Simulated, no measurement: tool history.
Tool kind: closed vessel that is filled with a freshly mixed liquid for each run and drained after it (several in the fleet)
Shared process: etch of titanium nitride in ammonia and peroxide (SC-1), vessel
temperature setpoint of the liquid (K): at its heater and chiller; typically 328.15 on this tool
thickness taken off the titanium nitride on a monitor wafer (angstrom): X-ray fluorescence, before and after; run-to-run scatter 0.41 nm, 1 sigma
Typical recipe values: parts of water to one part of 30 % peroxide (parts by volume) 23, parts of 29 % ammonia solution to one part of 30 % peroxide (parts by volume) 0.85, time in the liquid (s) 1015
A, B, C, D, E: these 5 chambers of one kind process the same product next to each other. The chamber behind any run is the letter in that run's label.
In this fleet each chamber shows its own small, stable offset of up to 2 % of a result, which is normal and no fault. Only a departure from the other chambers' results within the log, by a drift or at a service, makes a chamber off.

run	hour	temperature setpoint of the liquid (K)	parts of water to one part of 30 % peroxide (parts by volume)	parts of 29 % ammonia solution to one part of 30 % peroxide (parts by volume)	time in the liquid (s)	hours since the thermometer was replaced	hours since the ammonia flow meter was replaced	hours since the drum of ammonia solution was connected	read-back film thickness of the titanium nitride reference wafer, read on the same gauge (nm)	thickness taken off the titanium nitride on a monitor wafer (angstrom)
1D	6.4	328.15	23	0.85	1015	1614.7	739.9	63.6	70.002	484.87
2C	12.8	328.15	23	0.85	1015	317.3	361.8	908.5	70	480.37
3A	19.2	328.15	23	0.85	1015	107.9	1896.2	477.1	70.012	479.65
4B	22.6	328.15	23	0.85	1015	2415.8	591.1	411	70.022	470.32
5E	26.9	328.15	23	0.85	1015	1802.6	1031.3	508.3	70.021	478.89
6E	30.4	328.15	32	0.85	1015	1806.1	1034.8	511.8	70.002	396.03
7B	34.9	328.15	32	0.85	1015	2428.1	603.4	423.3	70.007	394.57
# hour 40.6: chamber A: new drum of ammonia solution connected
8C	41.2	328.15	32	0.85	1015	345.7	390.2	936.9	69.99	398.72
9A	44.8	328.15	32	0.85	1015	133.5	1921.8	4.3	69.974	403.08
# hour 47.8: chamber C: new drum of ammonia solution connected
10D	48.5	328.15	32	0.85	1015	1656.8	782	105.7	69.996	405.08
11B	52.4	328.15	23	0.85	1015	2445.6	620.9	440.8	69.994	469.16
12C	56.1	328.15	23	0.85	1015	360.6	405.1	8.3	69.992	483.55
13A	59.8	328.15	23	0.85	1015	148.5	1936.8	19.3	70.002	477.77
# hour 60.2: chamber E: new drum of ammonia solution connected
14D	65	328.15	23	0.85	1015	1673.3	798.5	122.2	69.987	482.72
15E	71.4	336.15	23	0.85	1500	1847.1	1075.8	11.2	70.015	1194
16D	74.6	336.15	23	0.85	1500	1682.9	808.1	131.8	69.96	1247.5
17C	78.4	336.15	23	0.85	1500	382.9	427.4	30.6	70.003	1205.5
18A	82.6	336.15	23	0.85	1500	171.3	1959.6	42.1	69.998	1202.5
19B	87.7	336.15	23	0.85	1500	2480.9	656.2	476.1	70.028	1191.9
20E	92.1	328.15	23	0.85	1015	1867.8	1096.5	31.9	69.997	477.82
21A	97	332.65	23	1.05	1015	185.7	1974	56.5	70.004	671.45
22D	100	332.65	23	1.05	1015	1708.3	833.5	157.2	70.002	700.19
# hour 102.4: chamber D: ammonia flow meter replaced
23E	104	332.65	23	1.05	1015	1879.7	1108.4	43.8	70.004	665.51
24B	107.3	332.65	23	1.05	1015	2500.5	675.8	495.7	69.986	650.22
25C	113.3	332.65	23	1.05	1015	417.8	462.3	65.5	69.979	664.72
26D	117.1	336.15	23	0.85	1015	1725.4	14.7	174.3	69.978	848.7
27E	123.3	336.15	23	0.85	1015	1899	1127.7	63.1	70.004	806.29
28C	128.4	336.15	23	0.85	1015	432.9	477.4	80.6	70.005	809.92
29B	134.4	336.15	23	0.85	1015	2527.6	702.9	522.8	70.007	813.41
30A	138.2	336.15	23	0.85	1015	226.9	2015.2	97.7	70.029	804.75
31B	142.7	328.15	23	0.85	1015	2535.9	711.2	531.1	69.998	479.51
32C	146.2	328.15	23	1	735	450.7	495.2	98.4	69.991	362.51
33A	151.8	328.15	23	1	735	240.5	2028.8	111.3	70	360.23
34D	155.6	328.15	23	1	735	1763.9	53.2	212.8	70.009	385.27
35E	158.9	328.15	23	1	735	1934.6	1163.3	98.7	70.014	361.42
36D	162.7	328.15	23	1	735	1771	60.3	219.9	69.997	385.32
37B	166.5	328.15	23	1.05	1330	2559.7	735	554.9	70.011	636.25
38E	171.3	328.15	23	1.05	1330	1947	1175.7	111.1	70	655.05
39C	174.4	328.15	23	1.05	1330	478.9	523.4	126.6	69.997	652.35
40A	177.6	328.15	23	1.05	1330	266.3	2054.6	137.1	69.988	658.79

Which is it: a chamber that has drifted or been left off by a service, a gauge drift common to all chambers, or only each chamber's usual small offset? If a chamber is off, name it and its likeliest cause.

Little by little, chamber D moves away from the other chambers.
Cause: liquid hotter than its thermometer reads (K) = 1.35.

Which of the 4 candidates below, each the usual settings with something changed and its results left as question marks, puts chamber D back in line with what the other chambers give on the usual settings?
Maximum distance from the other chambers' mean on the usual settings for a result to count as in line: thickness taken off the titanium nitride on a monitor wafer (angstrom) 14
41D-1	182.4	329.65	22.5	0.85	1095					?
41D-2	182.4	328.15	23	0.85	840					?
41D-3	182.4	326.65	23	0.85	1015					?
41D-4	182.4	329.65	23	0.85	1015					?

The mean the other chambers reach with the usual settings: thickness taken off the titanium nitride on a monitor wafer (angstrom) 478.08
run	thickness taken off the titanium nitride on a monitor wafer (angstrom)
41D-1	641.28
41D-2	438.9
41D-3	478.75
41D-4	587.33
It is 41D-3 that realigns the chamber with its peers.

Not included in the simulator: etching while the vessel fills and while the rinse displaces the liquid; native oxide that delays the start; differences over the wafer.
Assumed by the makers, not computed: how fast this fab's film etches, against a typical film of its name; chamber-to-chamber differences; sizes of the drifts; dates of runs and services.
